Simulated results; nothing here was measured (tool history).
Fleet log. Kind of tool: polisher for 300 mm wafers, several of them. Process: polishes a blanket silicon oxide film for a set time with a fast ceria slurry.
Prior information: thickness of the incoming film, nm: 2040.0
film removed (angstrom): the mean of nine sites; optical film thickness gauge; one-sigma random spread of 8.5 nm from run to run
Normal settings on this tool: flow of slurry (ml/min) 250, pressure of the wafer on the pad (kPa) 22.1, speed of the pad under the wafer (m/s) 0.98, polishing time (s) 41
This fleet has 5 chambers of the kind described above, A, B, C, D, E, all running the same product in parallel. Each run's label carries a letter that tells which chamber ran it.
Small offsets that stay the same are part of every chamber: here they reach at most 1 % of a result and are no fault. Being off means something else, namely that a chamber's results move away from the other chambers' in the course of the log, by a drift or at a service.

| run | day | flow of slurry (ml/min) | pressure of the wafer on the pad (kPa) | speed of the pad under the wafer (m/s) | polishing time (s) | wafers polished on this pad | hours since the slurry nozzle was cleaned | hours since the head pressure was calibrated | film removed (angstrom) |
|---|---|---|---|---|---|---|---|---|---|
| 1D | 0.117 | 250 | 22.1 | 0.98 | 41 | 1078 | 90.8 | 121 | 6033.2 |
| 2E | 0.292 | 250 | 22.1 | 0.98 | 41 | 1156 | 24.2 | 60.6 | 6169 |
| 3C | 0.412 | 250 | 22.1 | 0.98 | 41 | 180 | 733.9 | 375.6 | 5968.4 |
|  | 0.442 | chamber A: worn pad replaced by a new one |
| 4B | 0.512 | 250 | 22.1 | 0.98 | 41 | 277 | 108.2 | 66.5 | 6148.1 |
| 5A | 0.679 | 250 | 22.1 | 0.98 | 41 | 76 | 754.6 | 734.2 | 6153.9 |
|  | 0.775 | chamber D: worn pad replaced by a new one |
| 6A | 0.825 | 250 | 24.8 | 0.66 | 41 | 123 | 758.1 | 737.7 | 4520.3 |
| 7B | 0.938 | 250 | 24.8 | 0.66 | 41 | 413 | 118.4 | 76.7 | 4744.4 |
| 8C | 1.1 | 250 | 24.8 | 0.66 | 41 | 400 | 750.4 | 392.1 | 4718.6 |
| 9E | 1.188 | 250 | 24.8 | 0.66 | 41 | 1442 | 45.7 | 82.1 | 4597.5 |
|  | 1.288 | chamber E: worn pad replaced by a new one |
| 10D | 1.362 | 250 | 24.8 | 0.66 | 41 | 188 | 120.7 | 150.9 | 4551.2 |
| 11B | 1.529 | 250 | 22.1 | 0.98 | 41 | 601 | 132.6 | 90.9 | 6026.6 |
| 12A | 1.667 | 250 | 22.1 | 0.98 | 41 | 391 | 778.3 | 757.9 | 6020.1 |
| 13C | 1.792 | 250 | 22.1 | 0.98 | 41 | 621 | 767 | 408.7 | 6235.5 |
| 14D | 1.921 | 250 | 22.1 | 0.98 | 41 | 367 | 134.1 | 164.3 | 5947.7 |
| 15E | 2.092 | 250 | 22.1 | 0.98 | 41 | 257 | 67.4 | 103.8 | 6126.5 |
| 16D | 2.229 | 250 | 22.1 | 0.98 | 41 | 465 | 141.5 | 171.7 | 6210.7 |
|  | 2.238 | chamber A: worn pad replaced by a new one |
| 17C | 2.333 | 250 | 22.1 | 0.98 | 41 | 794 | 780 | 421.7 | 6368.5 |
| 18B | 2.438 | 250 | 26.9 | 0.98 | 41 | 892 | 154.4 | 112.7 | 7372.7 |
|  | 2.533 | chamber C: worn pad replaced by a new one |
| 19E | 2.608 | 250 | 26.9 | 0.98 | 41 | 422 | 79.8 | 116.2 | 7392.6 |
| 20A | 2.733 | 250 | 26.9 | 0.98 | 41 | 158 | 803.9 | 783.5 | 7364 |
| 21D | 2.912 | 250 | 26.9 | 0.98 | 41 | 683 | 157.9 | 188.1 | 7284 |
| 22C | 3.021 | 250 | 26.9 | 0.98 | 41 | 156 | 796.5 | 438.2 | 7792.2 |
|  | 3.042 | chamber B: worn pad replaced by a new one |
| 23A | 3.125 | 250 | 22.1 | 0.98 | 41 | 283 | 813.3 | 792.9 | 5958.5 |
| 24B | 3.258 | 250 | 22.1 | 0.98 | 41 | 70 | 174.1 | 132.4 | 6110.6 |
| 25E | 3.425 | 250 | 22.1 | 0.98 | 41 | 683 | 99.4 | 135.8 | 5935.4 |
|  | 3.483 | chamber A: head pressure recalibrated |
| 26B | 3.525 | 250 | 22.1 | 0.98 | 41 | 155 | 180.5 | 138.8 | 6143.2 |
| 27E | 3.617 | 250 | 22.1 | 0.98 | 41 | 744 | 104 | 140.4 | 6159.9 |
| 28D | 3.738 | 250 | 22.1 | 0.98 | 41 | 947 | 177.7 | 207.9 | 6228.8 |
|  | 3.775 | chamber A: worn pad replaced by a new one |
| 29C | 3.833 | 250 | 22.1 | 0.98 | 41 | 415 | 816 | 457.7 | 6681.6 |
| 30A | 3.954 | 250 | 22.1 | 0.98 | 41 | 58 | 833.2 | 11.4 | 6179.5 |

Read the log: is a single chamber off, either drifting away or since a service, is the gauge that measures every chamber drifting, or is nothing wrong beyond small per-chamber offsets? Name any odd chamber and what most likely caused it.

One chamber, C, drifts off from the rest bit by bit.
Most likely cause: head's pressure above its setpoint, % = 9.4.

Which of the 4 candidates below, each the usual settings with something changed and its results left as question marks, puts chamber C back in line with what the other chambers give on the usual settings?
In-line tolerance around the mean of the other chambers on the usual settings: film removed (angstrom) 300
| 31C-1 | 4.083 | 250 | 24.1 | 0.98 | 41 |  |  |  | ? |
| 31C-2 | 4.083 | 255 | 24.1 | 1.06 | 41 |  |  |  | ? |
| 31C-3 | 4.083 | 250 | 21.4 | 0.96 | 40 |  |  |  | ? |
| 31C-4 | 4.083 | 250 | 22.1 | 0.9 | 37 |  |  |  | ? |

Usual-settings mean across the other chambers: film removed (angstrom) 6088.7
| run | film removed (angstrom) |
|---|---|
| 31C-1 | 7280.5 |
| 31C-2 | 7891.4 |
| 31C-3 | 6151.9 |
| 31C-4 | 5509.7 |
The answer is 31C-3, which returns the chamber to within the allowed miss of the others.
